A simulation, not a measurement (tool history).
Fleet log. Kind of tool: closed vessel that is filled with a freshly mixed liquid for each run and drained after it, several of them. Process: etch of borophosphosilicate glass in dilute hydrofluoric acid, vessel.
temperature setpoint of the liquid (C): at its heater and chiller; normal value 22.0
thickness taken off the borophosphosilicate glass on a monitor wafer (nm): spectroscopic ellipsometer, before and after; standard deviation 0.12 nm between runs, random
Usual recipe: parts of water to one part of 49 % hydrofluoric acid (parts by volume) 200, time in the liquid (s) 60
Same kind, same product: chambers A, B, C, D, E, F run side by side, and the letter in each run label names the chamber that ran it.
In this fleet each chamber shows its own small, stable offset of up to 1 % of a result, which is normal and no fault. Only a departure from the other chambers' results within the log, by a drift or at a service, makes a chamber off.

run,hour,temperature setpoint of the liquid (C),parts of water to one part of 49 % hydrofluoric acid (parts by volume),time in the liquid (s),hours since the thermometer was replaced,hours since the hydrofluoric acid flow meter was replaced,"read-back film thickness of the borophosphosilicate glass reference wafer, read on the same gauge (nm)",thickness taken off the borophosphosilicate glass on a monitor wafer (nm)
1D,4.1,22.0,200,60,470.4,232.7,49.971,18.285
2A,8.5,22.0,200,60,1218.1,1223.9,49.988,18.317
3E,11.4,22.0,200,60,1071.4,533.6,50.015,18.480
4C,13.9,22.0,200,60,1730.4,288.5,50.012,18.240
5B,18.4,22.0,200,60,651.2,280.3,49.980,18.178
6F,23.0,22.0,230,75,1080.5,2042.6,50.051,19.434
7A,27.3,22.0,230,75,1236.9,1242.7,49.984,19.253
8B,31.4,22.0,230,75,664.2,293.3,50.029,19.419
9C,34.9,22.0,230,75,1751.4,309.5,50.016,19.410
10E,38.4,22.0,230,75,1098.4,560.6,49.972,19.523
11D,40.7,22.0,230,75,507.0,269.3,50.026,19.582
12F,43.3,22.0,200,60,1100.8,2062.9,50.014,18.241
13E,45.5,22.0,200,60,1105.5,567.7,49.992,18.483
14A,50.2,22.0,275,60,1259.8,1265.6,49.988,12.304
15C,54.1,22.0,275,60,1770.6,328.7,50.033,12.266
16D,57.5,22.0,275,60,523.8,286.1,49.985,12.864
17B,61.9,22.0,275,60,694.7,323.8,49.980,12.385
18F,64.3,22.0,275,60,1121.8,2083.9,50.008,12.377
19E,67.0,22.0,275,60,1127.0,589.2,50.006,12.502
20F,69.7,22.0,200,60,1127.2,2089.3,50.030,18.342
21B,73.7,22.0,200,60,706.5,335.6,49.986,18.393
22C,76.9,22.0,200,60,1793.4,351.5,49.995,18.395
23D,79.0,22.0,200,60,545.3,307.6,50.005,18.895
24A,81.6,22.0,200,60,1291.2,1297.0,49.965,18.245
25F,85.4,22.0,200,60,1142.9,2105.0,49.981,18.608
26E,87.9,22.0,200,60,1147.9,610.1,49.994,18.531
27A,90.5,22.0,200,60,1300.1,1305.9,50.007,18.261
28B,93.8,22.0,200,60,726.6,355.7,49.999,18.369
29C,98.0,26.0,200,60,1814.5,372.6,50.036,21.324
30D,101.1,26.0,200,60,567.4,329.7,50.011,22.707
31D,103.9,26.0,200,60,570.2,332.5,49.991,22.683
32F,108.5,26.0,200,60,1166.0,2128.1,49.970,21.283
33A,112.9,26.0,200,60,1322.5,1328.3,50.004,20.929
34B,117.5,26.0,200,60,750.3,379.4,49.996,21.452
35C,121.7,22.0,200,60,1838.2,396.3,50.003,18.323
36E,126.0,22.0,200,60,1186.0,648.2,49.994,18.586
37A,128.5,17.5,200,60,1338.1,1343.9,50.008,15.227
38E,131.2,17.5,200,60,1191.2,653.4,49.974,15.318
39B,133.7,17.5,200,60,766.5,395.6,49.977,15.544
40D,138.2,17.5,200,60,604.5,366.8,49.976,16.745
41C,141.1,17.5,200,60,1857.6,415.7,49.986,15.455
42F,145.0,17.5,200,60,1202.5,2164.6,50.013,15.185

Each of the 6 chambers runs these same settings next. Fill in every chamber's results:
43A,148.5,25.5,200,60,,,,?
43B,148.5,25.5,200,60,,,,?
43C,148.5,25.5,200,60,,,,?
43D,148.5,25.5,200,60,,,,?
43E,148.5,25.5,200,60,,,,?
43F,148.5,25.5,200,60,,,,?

run,thickness taken off the borophosphosilicate glass on a monitor wafer (nm)
43A,20.728
43B,20.823
43C,20.787
43D,23.024
43E,21.208
43F,20.802
